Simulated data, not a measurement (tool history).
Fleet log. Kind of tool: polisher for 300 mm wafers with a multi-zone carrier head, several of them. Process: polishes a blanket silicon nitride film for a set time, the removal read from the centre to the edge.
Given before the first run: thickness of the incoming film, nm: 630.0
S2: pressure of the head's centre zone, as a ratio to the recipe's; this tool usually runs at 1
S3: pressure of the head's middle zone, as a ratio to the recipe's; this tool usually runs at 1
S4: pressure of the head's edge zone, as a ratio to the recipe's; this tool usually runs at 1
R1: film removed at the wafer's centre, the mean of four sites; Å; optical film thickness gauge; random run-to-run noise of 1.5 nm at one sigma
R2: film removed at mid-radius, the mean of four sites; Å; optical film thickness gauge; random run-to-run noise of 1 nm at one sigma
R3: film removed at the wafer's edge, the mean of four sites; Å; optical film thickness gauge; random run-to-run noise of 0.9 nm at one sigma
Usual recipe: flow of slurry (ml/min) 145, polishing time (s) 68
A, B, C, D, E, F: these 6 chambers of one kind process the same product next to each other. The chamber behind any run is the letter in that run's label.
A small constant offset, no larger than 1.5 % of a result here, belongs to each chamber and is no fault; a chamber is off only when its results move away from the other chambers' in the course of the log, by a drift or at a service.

{"hour": 1.5, "done": "chamber E: worn pad replaced by a new one"}
{"run": "1D", "hour": 4.2, "flow of slurry (ml/min)": 145, "S2": 1, "S3": 1, "S4": 1, "polishing time (s)": 68, "R1": 1090.7, "R2": 1108.5, "R3": 1082.3}
{"run": "2A", "hour": 7.7, "flow of slurry (ml/min)": 145, "S2": 1, "S3": 1, "S4": 1, "polishing time (s)": 68, "R1": 1085.4, "R2": 1103.3, "R3": 1092.8}
{"run": "3C", "hour": 9.8, "flow of slurry (ml/min)": 145, "S2": 1, "S3": 1, "S4": 1, "polishing time (s)": 68, "R1": 1104.2, "R2": 1121, "R3": 1101.8}
{"run": "4B", "hour": 12.2, "flow of slurry (ml/min)": 145, "S2": 1, "S3": 1, "S4": 1, "polishing time (s)": 68, "R1": 1096.4, "R2": 1100.8, "R3": 1092.3}
{"run": "5F", "hour": 14.9, "flow of slurry (ml/min)": 145, "S2": 1, "S3": 1, "S4": 1, "polishing time (s)": 68, "R1": 1109.3, "R2": 1101.4, "R3": 1106.7}
{"run": "6E", "hour": 17.1, "flow of slurry (ml/min)": 145, "S2": 1, "S3": 1, "S4": 1, "polishing time (s)": 68, "R1": 1112.1, "R2": 1125, "R3": 1089.1}
{"run": "7A", "hour": 19.4, "flow of slurry (ml/min)": 145, "S2": 1, "S3": 1, "S4": 1, "polishing time (s)": 68, "R1": 1080.8, "R2": 1083.6, "R3": 1077.7}
{"hour": 20.8, "done": "chamber A: worn pad replaced by a new one"}
{"run": "8D", "hour": 21.4, "flow of slurry (ml/min)": 145, "S2": 1, "S3": 1, "S4": 1, "polishing time (s)": 68, "R1": 1072.7, "R2": 1108.5, "R3": 1095.3}
{"run": "9B", "hour": 24.0, "flow of slurry (ml/min)": 145, "S2": 1, "S3": 1, "S4": 1, "polishing time (s)": 68, "R1": 1097, "R2": 1104.2, "R3": 1093.5}
{"run": "10E", "hour": 26.5, "flow of slurry (ml/min)": 145, "S2": 1, "S3": 1, "S4": 1, "polishing time (s)": 68, "R1": 1083.8, "R2": 1114.2, "R3": 1086.7}
{"run": "11F", "hour": 28.6, "flow of slurry (ml/min)": 145, "S2": 1, "S3": 1, "S4": 1, "polishing time (s)": 68, "R1": 1090.5, "R2": 1090.5, "R3": 1097}
{"run": "12C", "hour": 32.8, "flow of slurry (ml/min)": 145, "S2": 1, "S3": 1, "S4": 1, "polishing time (s)": 68, "R1": 1095.4, "R2": 1090.6, "R3": 1093.9}
{"run": "13F", "hour": 36.2, "flow of slurry (ml/min)": 145, "S2": 1, "S3": 1, "S4": 1, "polishing time (s)": 68, "R1": 1082.2, "R2": 1080.5, "R3": 1100.3}
{"hour": 39.5, "done": "chamber A: edge zone pressure recalibrated"}
{"run": "14A", "hour": 39.9, "flow of slurry (ml/min)": 145, "S2": 1, "S3": 1, "S4": 1, "polishing time (s)": 68, "R1": 1070.1, "R2": 1088.7, "R3": 1096.8}
{"run": "15E", "hour": 43.8, "flow of slurry (ml/min)": 145, "S2": 1, "S3": 1, "S4": 1, "polishing time (s)": 68, "R1": 1087.1, "R2": 1107.4, "R3": 1102.3}
{"run": "16C", "hour": 46.2, "flow of slurry (ml/min)": 110, "S2": 1, "S3": 1, "S4": 1, "polishing time (s)": 88, "R1": 1332.8, "R2": 1332.9, "R3": 1359.1}
{"run": "17B", "hour": 49.8, "flow of slurry (ml/min)": 110, "S2": 1, "S3": 1, "S4": 1, "polishing time (s)": 88, "R1": 1316.3, "R2": 1348.1, "R3": 1328.9}
{"run": "18D", "hour": 54.1, "flow of slurry (ml/min)": 110, "S2": 1, "S3": 1, "S4": 1, "polishing time (s)": 88, "R1": 1320.2, "R2": 1339.1, "R3": 1336.3}
{"hour": 54.2, "done": "chamber B: worn pad replaced by a new one"}
{"run": "19D", "hour": 57.7, "flow of slurry (ml/min)": 110, "S2": 1, "S3": 1, "S4": 1, "polishing time (s)": 88, "R1": 1301.4, "R2": 1317.9, "R3": 1341.9}
{"hour": 60.5, "done": "chamber D: worn pad replaced by a new one"}
{"run": "20E", "hour": 60.8, "flow of slurry (ml/min)": 110, "S2": 1, "S3": 1, "S4": 1, "polishing time (s)": 88, "R1": 1322.4, "R2": 1348.6, "R3": 1337.4}
{"hour": 61.5, "done": "chamber E: worn pad replaced by a new one"}
{"run": "21C", "hour": 63.9, "flow of slurry (ml/min)": 110, "S2": 1, "S3": 1, "S4": 1, "polishing time (s)": 88, "R1": 1327, "R2": 1341.3, "R3": 1369.7}
{"run": "22F", "hour": 65.8, "flow of slurry (ml/min)": 145, "S2": 1, "S3": 1, "S4": 1, "polishing time (s)": 68, "R1": 1064.4, "R2": 1081.6, "R3": 1101.2}
{"hour": 67.2, "done": "chamber F: worn pad replaced by a new one"}
{"hour": 69.5, "done": "chamber F: centre zone pressure recalibrated"}
{"run": "23B", "hour": 69.7, "flow of slurry (ml/min)": 145, "S2": 1, "S3": 1, "S4": 1, "polishing time (s)": 68, "R1": 1116.5, "R2": 1111, "R3": 1100.8}
{"hour": 72.2, "done": "chamber A: centre zone pressure recalibrated"}
{"run": "24A", "hour": 73.7, "flow of slurry (ml/min)": 145, "S2": 1, "S3": 1, "S4": 1, "polishing time (s)": 68, "R1": 957.23, "R2": 1079, "R3": 1099.6}
{"run": "25B", "hour": 76.2, "flow of slurry (ml/min)": 145, "S2": 1, "S3": 1, "S4": 1, "polishing time (s)": 68, "R1": 1089.9, "R2": 1116.8, "R3": 1085}
{"run": "26A", "hour": 79.8, "flow of slurry (ml/min)": 145, "S2": 1, "S3": 1, "S4": 1, "polishing time (s)": 68, "R1": 964.23, "R2": 1070.2, "R3": 1088.9}
{"run": "27F", "hour": 81.8, "flow of slurry (ml/min)": 145, "S2": 1, "S3": 1, "S4": 1, "polishing time (s)": 68, "R1": 1095, "R2": 1079.3, "R3": 1117.3}
{"run": "28E", "hour": 85.5, "flow of slurry (ml/min)": 145, "S2": 1, "S3": 1, "S4": 1, "polishing time (s)": 68, "R1": 1110.2, "R2": 1120.2, "R3": 1081.2}
{"run": "29D", "hour": 88.6, "flow of slurry (ml/min)": 145, "S2": 1, "S3": 1, "S4": 1, "polishing time (s)": 68, "R1": 1079.7, "R2": 1103, "R3": 1091.2}
{"run": "30C", "hour": 91.7, "flow of slurry (ml/min)": 145, "S2": 1, "S3": 1, "S4": 1, "polishing time (s)": 68, "R1": 1120.8, "R2": 1091.6, "R3": 1104.6}
{"run": "31C", "hour": 95.0, "flow of slurry (ml/min)": 145, "S2": 1.12, "S3": 1, "S4": 1, "polishing time (s)": 68, "R1": 1213.6, "R2": 1103.2, "R3": 1078}
{"run": "32D", "hour": 97.1, "flow of slurry (ml/min)": 145, "S2": 1.12, "S3": 1, "S4": 1, "polishing time (s)": 68, "R1": 1264.2, "R2": 1098.1, "R3": 1077.6}
{"run": "33F", "hour": 99.8, "flow of slurry (ml/min)": 145, "S2": 1.12, "S3": 1, "S4": 1, "polishing time (s)": 68, "R1": 1259.2, "R2": 1092.2, "R3": 1112.3}
{"hour": 101.9, "done": "chamber A: worn pad replaced by a new one"}
{"run": "34E", "hour": 104.0, "flow of slurry (ml/min)": 145, "S2": 1.12, "S3": 1, "S4": 1, "polishing time (s)": 68, "R1": 1242.7, "R2": 1098, "R3": 1078.1}
{"run": "35B", "hour": 107.7, "flow of slurry (ml/min)": 145, "S2": 1.12, "S3": 1, "S4": 1, "polishing time (s)": 68, "R1": 1232.3, "R2": 1083.4, "R3": 1101.5}
{"hour": 108.5, "done": "chamber C: worn pad replaced by a new one"}
{"run": "36A", "hour": 111.1, "flow of slurry (ml/min)": 145, "S2": 1.12, "S3": 1, "S4": 1, "polishing time (s)": 68, "R1": 1096.9, "R2": 1110.7, "R3": 1113.7}
{"run": "37B", "hour": 113.3, "flow of slurry (ml/min)": 145, "S2": 1, "S3": 1, "S4": 1, "polishing time (s)": 68, "R1": 1100.4, "R2": 1094.3, "R3": 1076}
{"run": "38E", "hour": 115.7, "flow of slurry (ml/min)": 145, "S2": 1, "S3": 1, "S4": 1, "polishing time (s)": 68, "R1": 1070.9, "R2": 1112.4, "R3": 1091.5}
{"run": "39C", "hour": 118.3, "flow of slurry (ml/min)": 145, "S2": 1, "S3": 0.89, "S4": 1, "polishing time (s)": 50, "R1": 805.92, "R2": 738.42, "R3": 807.78}
{"run": "40A", "hour": 122.4, "flow of slurry (ml/min)": 145, "S2": 1, "S3": 0.89, "S4": 1, "polishing time (s)": 50, "R1": 741.31, "R2": 728.16, "R3": 796.27}
{"run": "41F", "hour": 125.1, "flow of slurry (ml/min)": 145, "S2": 1, "S3": 0.89, "S4": 1, "polishing time (s)": 50, "R1": 811.72, "R2": 715.3, "R3": 811.75}
{"run": "42D", "hour": 129.2, "flow of slurry (ml/min)": 145, "S2": 1, "S3": 0.89, "S4": 1, "polishing time (s)": 50, "R1": 824.47, "R2": 727.19, "R3": 796.21}

Each of the 6 chambers runs these same settings next. Fill in every chamber's results:
{"run": "43A", "hour": 132.3, "flow of slurry (ml/min)": 145, "S2": 1, "S3": 1, "S4": 1, "polishing time (s)": 68, "R1": "?", "R2": "?", "R3": "?"}
{"run": "43B", "hour": 132.3, "flow of slurry (ml/min)": 145, "S2": 1, "S3": 1, "S4": 1, "polishing time (s)": 68, "R1": "?", "R2": "?", "R3": "?"}
{"run": "43C", "hour": 132.3, "flow of slurry (ml/min)": 145, "S2": 1, "S3": 1, "S4": 1, "polishing time (s)": 68, "R1": "?", "R2": "?", "R3": "?"}
{"run": "43D", "hour": 132.3, "flow of slurry (ml/min)": 145, "S2": 1, "S3": 1, "S4": 1, "polishing time (s)": 68, "R1": "?", "R2": "?", "R3": "?"}
{"run": "43E", "hour": 132.3, "flow of slurry (ml/min)": 145, "S2": 1, "S3": 1, "S4": 1, "polishing time (s)": 68, "R1": "?", "R2": "?", "R3": "?"}
{"run": "43F", "hour": 132.3, "flow of slurry (ml/min)": 145, "S2": 1, "S3": 1, "S4": 1, "polishing time (s)": 68, "R1": "?", "R2": "?", "R3": "?"}

run=43A R1=975.02 R2=1107.2 R3=1104
run=43B R1=1064.9 R2=1085 R3=1080.5
run=43C R1=1115.1 R2=1106.3 R3=1095
run=43D R1=1085.1 R2=1123.3 R3=1081.5
run=43E R1=1089.3 R2=1102.7 R3=1078.4
run=43F R1=1073.8 R2=1085.5 R3=1103
